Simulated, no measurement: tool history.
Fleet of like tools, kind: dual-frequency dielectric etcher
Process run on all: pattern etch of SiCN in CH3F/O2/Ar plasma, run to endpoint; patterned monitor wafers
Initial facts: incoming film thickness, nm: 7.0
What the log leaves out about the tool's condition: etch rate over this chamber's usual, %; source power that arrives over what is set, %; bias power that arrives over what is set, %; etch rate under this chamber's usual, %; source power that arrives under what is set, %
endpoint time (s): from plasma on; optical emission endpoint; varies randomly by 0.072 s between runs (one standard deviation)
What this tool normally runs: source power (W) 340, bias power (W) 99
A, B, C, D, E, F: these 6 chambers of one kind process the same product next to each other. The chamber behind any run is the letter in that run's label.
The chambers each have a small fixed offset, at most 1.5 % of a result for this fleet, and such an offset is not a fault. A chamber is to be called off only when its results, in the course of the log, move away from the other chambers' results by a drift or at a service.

run   hour  source power (W)  bias power (W)  hours since the last wet clean  hours since the last source power generator calibration  hours since the last bias power generator calibration  endpoint time (s)
 1D    8.4               340              99                           331.3                                                      859                                                    715             17.637
 2C   18.8               340              99                           336.5                                                     2369                                                  188.3             17.777
 3F   24.9               340              99                           324.4                                                   3801.4                                                   1591             17.809
 4A   31.3               340              99                           166.7                                                   1434.2                                                 2306.2             17.366
 5E   39.3               270              99                             233                                                    186.2                                                 2159.8             19.479
 6B     44               270              99                             209                                                    660.9                                                  287.6             19.221
 7B   53.9               270              99                           218.9                                                    670.8                                                  297.5             19.175
 8C   60.6               270              99                           378.3                                                   2410.8                                                  230.1             19.271
      61.5  -- chamber F: wet clean of the chamber
 9A   70.7               270              99                           206.1                                                   1473.6                                                 2345.6             18.877
10F   76.4               270              99                            14.9                                                   3852.9                                                 1642.5             19.303
11D   81.7               340              99                           404.6                                                    932.3                                                  788.3             17.622
12E   88.7               340              99                           282.4                                                    235.6                                                 2209.2             17.803
13E   99.1               340              99                           292.8                                                      246                                                 2219.6             17.711
14D  108.1               340              99                             431                                                    958.7                                                  814.7             17.525
15C  115.8               340              99                           433.5                                                     2466                                                  285.3             17.707
     122.8  -- chamber F: source power generator calibrated
16A  124.6               340              99                             260                                                   1527.5                                                 2399.5             17.342
17F  132.6               340              99                            71.1                                                      9.8                                                 1698.7             17.594
18B  137.4               340              99                           302.4                                                    754.3                                                    381             17.557
19C  147.7               340              99                           465.4                                                   2497.9                                                  317.2              17.89
     149.9  -- chamber E: bias power generator calibrated
20F  156.4               340              99                            94.9                                                     33.6                                                 1722.5             17.625
21D  161.4               340              99                           484.3                                                     1012                                                    868             17.658
22B  166.7               340              99                           331.7                                                    783.6                                                  410.3             17.639
23E  172.6               340              99                           366.3                                                    319.5                                                   22.8             17.838
24A  181.4               380              79                           316.8                                                   1584.3                                                 2456.3             18.007
25F  190.9               380              79                           129.4                                                     68.1                                                   1757             18.477
26E  200.6               380              79                           394.3                                                    347.5                                                   50.8              18.48
27D  206.6               380              79                           529.5                                                   1057.2                                                  913.2             18.488
28A  214.8               380              79                           350.2                                                   1617.7                                                 2489.7             17.986
29B  219.4               380              79                           384.4                                                    836.3                                                    463             18.466
30C  225.1               340              99                           542.8                                                   2575.3                                                  394.6             18.208
31F  232.1               340              99                           170.6                                                    109.3                                                 1798.2             17.619
32D  238.5               340              99                           561.4                                                   1089.1                                                  945.1             17.661
33B  245.1               300             114                           410.1                                                      862                                                  488.7             17.319
34C  250.8               300             114                           568.5                                                     2601                                                  420.3             18.236
35A  257.2               300             114                           392.6                                                   1660.1                                                 2532.1             17.249
36E  266.2               300             114                           459.9                                                    413.1                                                  116.4             17.703
37B    271               300             114                             436                                                    887.9                                                  514.6             17.416
38F  280.2               300             114                           218.7                                                    157.4                                                 1846.3              17.56
39C  287.1               340              99                           604.8                                                   2637.3                                                  456.6              18.62
40A  291.6               340              99                             427                                                   1694.5                                                 2566.5             17.311

Predict what each chamber gives when all 6 of them run the settings below next.
41A  299.1               340             110                                                                                                                                                                  ?
41B  299.1               340             110                                                                                                                                                                  ?
41C  299.1               340             110                                                                                                                                                                  ?
41D  299.1               340             110                                                                                                                                                                  ?
41E  299.1               340             110                                                                                                                                                                  ?
41F  299.1               340             110                                                                                                                                                                  ?

run  endpoint time (s)
41A             16.727
41B             16.827
41C              17.87
41D             16.951
41E             17.054
41F             17.104
